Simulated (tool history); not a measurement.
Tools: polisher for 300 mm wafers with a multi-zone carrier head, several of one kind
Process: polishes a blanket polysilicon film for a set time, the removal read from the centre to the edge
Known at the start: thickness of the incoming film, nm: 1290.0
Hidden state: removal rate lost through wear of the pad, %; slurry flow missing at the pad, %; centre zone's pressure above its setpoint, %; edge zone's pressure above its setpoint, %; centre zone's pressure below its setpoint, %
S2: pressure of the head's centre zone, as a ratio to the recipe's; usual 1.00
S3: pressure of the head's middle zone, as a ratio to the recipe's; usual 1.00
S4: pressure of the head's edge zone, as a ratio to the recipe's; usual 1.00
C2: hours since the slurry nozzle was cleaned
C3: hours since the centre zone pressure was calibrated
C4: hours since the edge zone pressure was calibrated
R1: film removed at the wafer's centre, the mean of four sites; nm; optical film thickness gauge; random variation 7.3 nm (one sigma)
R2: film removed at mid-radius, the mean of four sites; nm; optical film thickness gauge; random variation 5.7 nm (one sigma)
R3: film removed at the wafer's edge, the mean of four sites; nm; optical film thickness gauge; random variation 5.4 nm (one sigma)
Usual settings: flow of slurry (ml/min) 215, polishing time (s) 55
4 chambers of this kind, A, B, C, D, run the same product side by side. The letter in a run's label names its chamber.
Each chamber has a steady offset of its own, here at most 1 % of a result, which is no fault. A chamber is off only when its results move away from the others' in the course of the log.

At hour 4.5: chamber C: worn pad replaced by a new one.
At hour 6.9: chamber B: worn pad replaced by a new one.
Run 1D, hour 7.9: usual settings; wafers polished on this pad 1030; C2 106.2; C3 89.0; C4 461.2. Result: R1 497.01 nm, R2 497.52 nm, R3 489.34 nm.
Run 2C, hour 13.2: usual settings; wafers polished on this pad 77; C2 193.3; C3 100.7; C4 994.2. Result: R1 495.19 nm, R2 491.23 nm, R3 487.87 nm.
Run 3B, hour 18.5: usual settings; wafers polished on this pad 102; C2 65.4; C3 107.5; C4 339.6. Result: R1 490.53 nm, R2 493.40 nm, R3 498.19 nm.
Run 4A, hour 25.6: usual settings; wafers polished on this pad 573; C2 188.8; C3 601.3; C4 397.3. Result: R1 488.85 nm, R2 493.09 nm, R3 497.90 nm.
Run 5A, hour 32.3: usual settings; wafers polished on this pad 632; C2 195.5; C3 608.0; C4 404.0. Result: R1 487.37 nm, R2 491.58 nm, R3 491.27 nm.
Run 6B, hour 36.2: usual settings; wafers polished on this pad 258; C2 83.1; C3 125.2; C4 357.3. Result: R1 495.52 nm, R2 487.70 nm, R3 502.91 nm.
Run 7D, hour 44.3: usual settings; wafers polished on this pad 1351; C2 142.6; C3 125.4; C4 497.6. Result: R1 474.56 nm, R2 488.07 nm, R3 491.36 nm.
At hour 45.0: chamber D: worn pad replaced by a new one.
Run 8C, hour 52.0: usual settings; wafers polished on this pad 418; C2 232.1; C3 139.5; C4 1033.0. Result: R1 490.34 nm, R2 489.57 nm, R3 494.75 nm.
Run 9B, hour 60.1: usual settings; wafers polished on this pad 468; C2 107.0; C3 149.1; C4 381.2. Result: R1 482.53 nm, R2 494.51 nm, R3 490.92 nm.
Run 10C, hour 64.1: usual settings; wafers polished on this pad 524; C2 244.2; C3 151.6; C4 1045.1. Result: R1 498.36 nm, R2 489.62 nm, R3 492.12 nm.
At hour 71.6: chamber B: worn pad replaced by a new one.
Run 11A, hour 72.0: usual settings but S2 0.93, S4 1.11; wafers polished on this pad 981; C2 235.2; C3 647.7; C4 443.7. Result: R1 455.99 nm, R2 489.45 nm, R3 528.17 nm.
Run 12D, hour 79.3: usual settings but S2 0.93, S4 1.11; wafers polished on this pad 302; C2 177.6; C3 160.4; C4 532.6. Result: R1 463.42 nm, R2 497.98 nm, R3 512.75 nm.
At hour 82.2: chamber A: worn pad replaced by a new one.
Run 13A, hour 83.3: usual settings but S2 0.93, S4 1.11; wafers polished on this pad 10; C2 246.5; C3 659.0; C4 455.0. Result: R1 458.39 nm, R2 502.87 nm, R3 509.83 nm.
Run 14D, hour 89.5: usual settings but S2 0.93, S4 1.11; wafers polished on this pad 391; C2 187.8; C3 170.6; C4 542.8. Result: R1 446.79 nm, R2 488.88 nm, R3 518.90 nm.
Run 15C, hour 93.6: usual settings; wafers polished on this pad 784; C2 273.7; C3 181.1; C4 1074.6. Result: R1 502.53 nm, R2 490.52 nm, R3 490.88 nm.
Run 16B, hour 100.0: usual settings; wafers polished on this pad 250; C2 146.9; C3 189.0; C4 421.1. Result: R1 488.07 nm, R2 481.38 nm, R3 495.01 nm.
Run 17B, hour 105.9: usual settings; wafers polished on this pad 302; C2 152.8; C3 194.9; C4 427.0. Result: R1 484.44 nm, R2 481.41 nm, R3 494.54 nm.
Run 18C, hour 109.5: usual settings; wafers polished on this pad 924; C2 289.6; C3 197.0; C4 1090.5. Result: R1 486.92 nm, R2 480.82 nm, R3 495.99 nm.
Run 19D, hour 115.6: usual settings; wafers polished on this pad 621; C2 213.9; C3 196.7; C4 568.9. Result: R1 474.44 nm, R2 499.72 nm, R3 489.84 nm.
Run 20A, hour 120.3: usual settings; wafers polished on this pad 335; C2 283.5; C3 696.0; C4 492.0. Result: R1 482.45 nm, R2 493.60 nm, R3 498.54 nm.
At hour 123.4: chamber C: worn pad replaced by a new one.
Run 21A, hour 128.0: usual settings; wafers polished on this pad 403; C2 291.2; C3 703.7; C4 499.7. Result: R1 491.32 nm, R2 494.58 nm, R3 499.11 nm.
Run 22B, hour 132.2: usual settings; wafers polished on this pad 533; C2 179.1; C3 221.2; C4 453.3. Result: R1 486.25 nm, R2 481.21 nm, R3 489.24 nm.
At hour 133.8: chamber B: worn pad replaced by a new one.
At hour 135.8: chamber C: slurry nozzle cleaned.
Run 23D, hour 136.3: usual settings but S3 0.89, polishing time (s) 70; wafers polished on this pad 803; C2 234.6; C3 217.4; C4 589.6. Result: R1 619.58 nm, R2 551.65 nm, R3 613.19 nm.
Run 24C, hour 142.3: usual settings but S3 0.89, polishing time (s) 70; wafers polished on this pad 166; C2 6.5; C3 229.8; C4 1123.3. Result: R1 618.85 nm, R2 563.79 nm, R3 629.44 nm.
Run 25B, hour 150.5: usual settings but S3 0.89, polishing time (s) 70; wafers polished on this pad 147; C2 197.4; C3 239.5; C4 471.6. Result: R1 617.80 nm, R2 558.19 nm, R3 638.63 nm.
Run 26C, hour 156.7: usual settings but S3 0.89, polishing time (s) 70; wafers polished on this pad 293; C2 20.9; C3 244.2; C4 1137.7. Result: R1 615.04 nm, R2 550.19 nm, R3 627.79 nm.

What goes on in this fleet: one chamber off, a drifting gauge, or nothing beyond the chambers' own small offsets? Name the chamber and the cause, if any.

No chamber stands off beyond its own small offset, and the gauge holds steady.

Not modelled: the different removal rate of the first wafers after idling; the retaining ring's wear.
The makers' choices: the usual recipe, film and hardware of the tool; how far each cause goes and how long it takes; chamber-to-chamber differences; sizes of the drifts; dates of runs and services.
